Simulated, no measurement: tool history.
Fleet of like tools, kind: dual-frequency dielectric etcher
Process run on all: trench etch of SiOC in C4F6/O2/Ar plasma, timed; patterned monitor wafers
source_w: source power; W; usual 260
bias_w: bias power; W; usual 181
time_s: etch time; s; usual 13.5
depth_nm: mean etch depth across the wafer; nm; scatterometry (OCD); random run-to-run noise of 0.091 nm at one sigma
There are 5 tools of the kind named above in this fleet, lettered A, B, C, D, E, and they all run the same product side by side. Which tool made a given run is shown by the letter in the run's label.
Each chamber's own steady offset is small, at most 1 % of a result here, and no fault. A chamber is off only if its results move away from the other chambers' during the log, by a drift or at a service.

run   hour  source_w  bias_w  time_s  hours since the last wet clean  hours since the last source power generator calibration  hours since the last bias power generator calibration  read-back reference wafer on the same gauge, depth_nm  depth_nm
 1B   10.5       260     181    13.5                           234.8                                                   3266.9                                                 1557.5                                                 22.891    24.136
 2E   18.8       260     181    13.5                           442.4                                                   1167.1                                                 1007.2                                                 22.880    23.842
      24.9  -- chamber C: wet clean of the chamber
 3C   30.9       260     181    13.5                             6.0                                                     70.6                                                 1260.9                                                 22.902    23.793
 4D   40.8       260     181    13.5                           556.9                                                    184.4                                                 1846.3                                                 22.896    23.848
 5A   52.2       260     181    13.5                           367.6                                                    856.1                                                  897.6                                                 22.894    23.770
 6A   64.0       260     181    13.5                           379.4                                                    867.9                                                  909.4                                                 22.897    23.760
 7B   73.6       260     181    13.5                           297.9                                                   3330.0                                                 1620.6                                                 22.900    23.990
 8E   84.3       260     181    13.5                           507.9                                                   1232.6                                                 1072.7                                                 22.905    23.696
      93.6  -- chamber A: wet clean of the chamber
 9C   95.6       260     181    13.5                            70.7                                                    135.3                                                 1325.6                                                 22.894    23.816
10D  103.7       260     181    13.5                           619.8                                                    247.3                                                 1909.2                                                 22.916    23.852
11A  112.1       260     181    13.5                            18.6                                                    916.0                                                  957.5                                                 22.900    23.780
12E  123.6       260     181    13.5                           547.2                                                   1271.9                                                 1112.0                                                 22.893    23.567
13D  134.9       260     181    13.5                           651.0                                                    278.5                                                 1940.4                                                 22.896    23.892
     139.2  -- chamber E: wet clean of the chamber
14C  142.9       260     196    13.5                           118.0                                                    182.6                                                 1372.9                                                 22.921    24.452
15B  150.5       260     196    13.5                           374.8                                                   3406.9                                                 1697.5                                                 22.905    24.189
16C  156.7       260     196    13.5                           131.8                                                    196.4                                                 1386.7                                                 22.900    24.260
17D  163.5       260     196    13.5                           679.6                                                    307.1                                                 1969.0                                                 22.879    24.599
18E  170.9       260     196    13.5                            31.7                                                   1319.2                                                 1159.3                                                 22.900    24.214
19B  181.2       260     181    13.5                           405.5                                                   3437.6                                                 1728.2                                                 22.917    23.383
20A  189.9       260     181    13.5                            96.4                                                    993.8                                                 1035.3                                                 22.931    23.671
21D  197.4       260     181    13.5                           713.5                                                    341.0                                                 2002.9                                                 22.901    24.011
22C  204.2       260     181    13.5                           179.3                                                    243.9                                                 1434.2                                                 22.911    23.636
23A  213.4       260     181    13.5                           119.9                                                   1017.3                                                 1058.8                                                 22.893    23.639
24E  224.5       260     181    13.5                            85.3                                                   1372.8                                                 1212.9                                                 22.886    23.627
     226.3  -- chamber D: wet clean of the chamber
25B  230.4       260     181    13.5                           454.7                                                   3486.8                                                 1777.4                                                 22.888    23.179
26D  238.6       260     181    13.5                            12.3                                                    382.2                                                 2044.1                                                 22.901    24.030
27E  247.2       260     181    13.5                           108.0                                                   1395.5                                                 1235.6                                                 22.890    23.804
28B  256.5       260     181    13.5                           480.8                                                   3512.9                                                 1803.5                                                 22.884    23.068
29A  263.5       260     181    13.5                           170.0                                                   1067.4                                                 1108.9                                                 22.900    23.697
30C  274.3       260     181    13.5                           249.4                                                    314.0                                                 1504.3                                                 22.914    23.696
31D  284.0       260     181    13.5                            57.7                                                    427.6                                                 2089.5                                                 22.912    24.074
32A  294.9       260     181    13.5                           201.4                                                   1098.8                                                 1140.3                                                 22.889    23.681
33E  306.4       260     181    13.5                           167.2                                                   1454.7                                                 1294.8                                                 22.897    23.628

What goes on in this fleet: one chamber off, a drifting gauge, or nothing beyond the chambers' own small offsets? Name the chamber and the cause, if any.

Little by little, chamber B moves away from the other chambers.
Most likely cause: etch rate under this chamber's usual, % = 4.63.

Below are 4 candidate recipes for chamber B's next run, each the usual settings with a change, their results shown as question marks. Which of them brings B's results back in line with what the other chambers give on the usual settings?
To be in line, a result may differ from the other chambers' mean on the usual settings by at most: depth_nm 0.320 nm
34B-1  315.0       260     179    13.0                                                                                                                                                                                                                ?
34B-2  315.0       260     217    13.5                                                                                                                                                                                                                ?
34B-3  315.0       260     181    14.0                                                                                                                                                                                                                ?
34B-4  315.0       260     145    13.5                                                                                                                                                                                                                ?

The other chambers' mean on the usual settings: depth_nm 23.756 nm
  run  depth_nm
34B-1    21.913
34B-2    24.265
34B-3    23.684
34B-4    21.270
Change 34B-3 lands the chamber within the allowed miss of the other chambers.
